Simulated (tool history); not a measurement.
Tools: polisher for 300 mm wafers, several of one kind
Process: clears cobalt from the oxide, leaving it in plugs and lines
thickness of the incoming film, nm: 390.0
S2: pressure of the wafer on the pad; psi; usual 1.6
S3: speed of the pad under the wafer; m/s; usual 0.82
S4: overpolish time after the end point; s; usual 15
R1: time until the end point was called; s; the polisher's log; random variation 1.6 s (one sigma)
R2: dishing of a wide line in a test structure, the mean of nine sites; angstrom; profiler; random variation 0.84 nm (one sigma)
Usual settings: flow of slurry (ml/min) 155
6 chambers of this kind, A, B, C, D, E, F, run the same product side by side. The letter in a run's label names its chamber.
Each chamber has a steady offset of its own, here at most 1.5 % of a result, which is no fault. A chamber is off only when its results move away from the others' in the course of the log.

run 1C day=0.142 | flow_of_slurry_(ml/min)=155 S2=1.6 S3=0.82 S4=15 | R1=110.660 R2=320.36
run 2F day=0.225 | flow_of_slurry_(ml/min)=155 S2=1.6 S3=0.82 S4=15 | R1=109.850 R2=330.15
run 3D day=0.379 | flow_of_slurry_(ml/min)=155 S2=1.6 S3=0.82 S4=15 | R1=109.760 R2=316.66
run 4E day=0.475 | flow_of_slurry_(ml/min)=155 S2=1.6 S3=0.82 S4=15 | R1=110.810 R2=338.18
run 5B day=0.596 | flow_of_slurry_(ml/min)=155 S2=1.6 S3=0.82 S4=15 | R1=109.500 R2=316.67
run 6A day=0.746 | flow_of_slurry_(ml/min)=155 S2=2.0 S3=0.82 S4=22 | R1=87.941 R2=427.80
run 7D day=0.842 | flow_of_slurry_(ml/min)=155 S2=2.0 S3=0.82 S4=22 | R1=88.008 R2=446.66
run 8B day=0.929 | flow_of_slurry_(ml/min)=155 S2=2.0 S3=0.82 S4=22 | R1=89.739 R2=438.39
run 9A day=1.062 | flow_of_slurry_(ml/min)=155 S2=2.0 S3=0.82 S4=22 | R1=88.914 R2=447.58
-- day=1.125 chamber F: worn pad replaced by a new one
run 10C day=1.217 | flow_of_slurry_(ml/min)=155 S2=2.0 S3=0.82 S4=22 | R1=86.361 R2=436.55
run 11F day=1.362 | flow_of_slurry_(ml/min)=155 S2=2.0 S3=0.82 S4=22 | R1=89.190 R2=444.61
run 12E day=1.442 | flow_of_slurry_(ml/min)=155 S2=1.6 S3=0.82 S4=15 | R1=112.180 R2=332.72
run 13B day=1.592 | flow_of_slurry_(ml/min)=155 S2=1.6 S3=0.82 S4=15 | R1=112.640 R2=328.15
run 14A day=1.683 | flow_of_slurry_(ml/min)=155 S2=1.6 S3=0.82 S4=15 | R1=110.990 R2=329.20
-- day=1.754 chamber E: worn pad replaced by a new one
run 15D day=1.854 | flow_of_slurry_(ml/min)=155 S2=1.6 S3=0.82 S4=15 | R1=110.620 R2=329.08
run 16C day=2.038 | flow_of_slurry_(ml/min)=155 S2=1.6 S3=0.82 S4=15 | R1=107.850 R2=348.27
-- day=2.042 chamber E: slurry nozzle cleaned
run 17F day=2.138 | flow_of_slurry_(ml/min)=155 S2=1.6 S3=0.82 S4=15 | R1=107.510 R2=331.88
run 18E day=2.233 | flow_of_slurry_(ml/min)=155 S2=1.6 S3=0.82 S4=15 | R1=107.790 R2=342.67
run 19F day=2.367 | flow_of_slurry_(ml/min)=155 S2=1.6 S3=0.82 S4=15 | R1=110.310 R2=329.78
run 20E day=2.488 | flow_of_slurry_(ml/min)=155 S2=1.6 S3=0.82 S4=15 | R1=109.970 R2=343.17
run 21C day=2.583 | flow_of_slurry_(ml/min)=155 S2=1.6 S3=0.82 S4=15 | R1=109.390 R2=323.89
run 22A day=2.712 | flow_of_slurry_(ml/min)=155 S2=1.6 S3=0.82 S4=15 | R1=108.880 R2=339.32
run 23D day=2.796 | flow_of_slurry_(ml/min)=155 S2=1.6 S3=0.82 S4=15 | R1=109.300 R2=344.73
-- day=2.800 chamber B: worn pad replaced by a new one
-- day=2.921 chamber C: worn pad replaced by a new one
run 24B day=2.975 | flow_of_slurry_(ml/min)=155 S2=1.6 S3=0.82 S4=15 | R1=111.310 R2=330.66
-- day=3.008 chamber D: head pressure recalibrated
run 25E day=3.062 | flow_of_slurry_(ml/min)=200 S2=1.1 S3=0.82 S4=15 | R1=153.170 R2=258.21
run 26F day=3.162 | flow_of_slurry_(ml/min)=200 S2=1.1 S3=0.82 S4=15 | R1=152.190 R2=267.08
-- day=3.267 chamber A: worn pad replaced by a new one
run 27A day=3.321 | flow_of_slurry_(ml/min)=200 S2=1.1 S3=0.82 S4=15 | R1=157.950 R2=279.67
run 28B day=3.488 | flow_of_slurry_(ml/min)=200 S2=1.1 S3=0.82 S4=15 | R1=155.650 R2=257.81
run 29D day=3.612 | flow_of_slurry_(ml/min)=200 S2=1.1 S3=0.82 S4=15 | R1=172.800 R2=256.19
run 30C day=3.729 | flow_of_slurry_(ml/min)=200 S2=1.1 S3=0.82 S4=15 | R1=152.150 R2=276.46
run 31D day=3.900 | flow_of_slurry_(ml/min)=130 S2=1.6 S3=0.82 S4=15 | R1=125.490 R2=308.62
run 32B day=4.075 | flow_of_slurry_(ml/min)=130 S2=1.6 S3=0.82 S4=15 | R1=115.720 R2=326.44
run 33E day=4.162 | flow_of_slurry_(ml/min)=130 S2=1.6 S3=0.82 S4=15 | R1=112.650 R2=336.68
run 34C day=4.325 | flow_of_slurry_(ml/min)=130 S2=1.6 S3=0.82 S4=15 | R1=114.100 R2=332.88
run 35A day=4.475 | flow_of_slurry_(ml/min)=130 S2=1.6 S3=0.82 S4=15 | R1=116.380 R2=333.04
run 36F day=4.633 | flow_of_slurry_(ml/min)=130 S2=1.6 S3=0.82 S4=15 | R1=114.430 R2=333.59
run 37E day=4.717 | flow_of_slurry_(ml/min)=155 S2=1.6 S3=0.82 S4=15 | R1=108.530 R2=327.32
-- day=4.838 chamber F: worn pad replaced by a new one
run 38A day=4.871 | flow_of_slurry_(ml/min)=155 S2=1.6 S3=0.82 S4=15 | R1=113.080 R2=332.58
run 39D day=4.975 | flow_of_slurry_(ml/min)=155 S2=1.6 S3=0.82 S4=15 | R1=120.140 R2=315.65
run 40F day=5.104 | flow_of_slurry_(ml/min)=105 S2=1.6 S3=0.68 S4=15 | R1=144.600 R2=275.45
run 41B day=5.188 | flow_of_slurry_(ml/min)=105 S2=1.6 S3=0.68 S4=15 | R1=146.320 R2=282.15

Next, every chamber runs the same settings. What will each give?
run 42A day=5.317 | flow_of_slurry_(ml/min)=155 S2=1.6 S3=1.00 S4=15 | R1=? R2=?
run 42B day=5.317 | flow_of_slurry_(ml/min)=155 S2=1.6 S3=1.00 S4=15 | R1=? R2=?
run 42C day=5.317 | flow_of_slurry_(ml/min)=155 S2=1.6 S3=1.00 S4=15 | R1=? R2=?
run 42D day=5.317 | flow_of_slurry_(ml/min)=155 S2=1.6 S3=1.00 S4=15 | R1=? R2=?
run 42E day=5.317 | flow_of_slurry_(ml/min)=155 S2=1.6 S3=1.00 S4=15 | R1=? R2=?
run 42F day=5.317 | flow_of_slurry_(ml/min)=155 S2=1.6 S3=1.00 S4=15 | R1=? R2=?

run=42A R1=91.147 R2=369.92
run=42B R1=92.784 R2=378.54
run=42C R1=88.713 R2=388.26
run=42D R1=102.650 R2=340.00
run=42E R1=88.598 R2=365.55
run=42F R1=87.654 R2=373.53

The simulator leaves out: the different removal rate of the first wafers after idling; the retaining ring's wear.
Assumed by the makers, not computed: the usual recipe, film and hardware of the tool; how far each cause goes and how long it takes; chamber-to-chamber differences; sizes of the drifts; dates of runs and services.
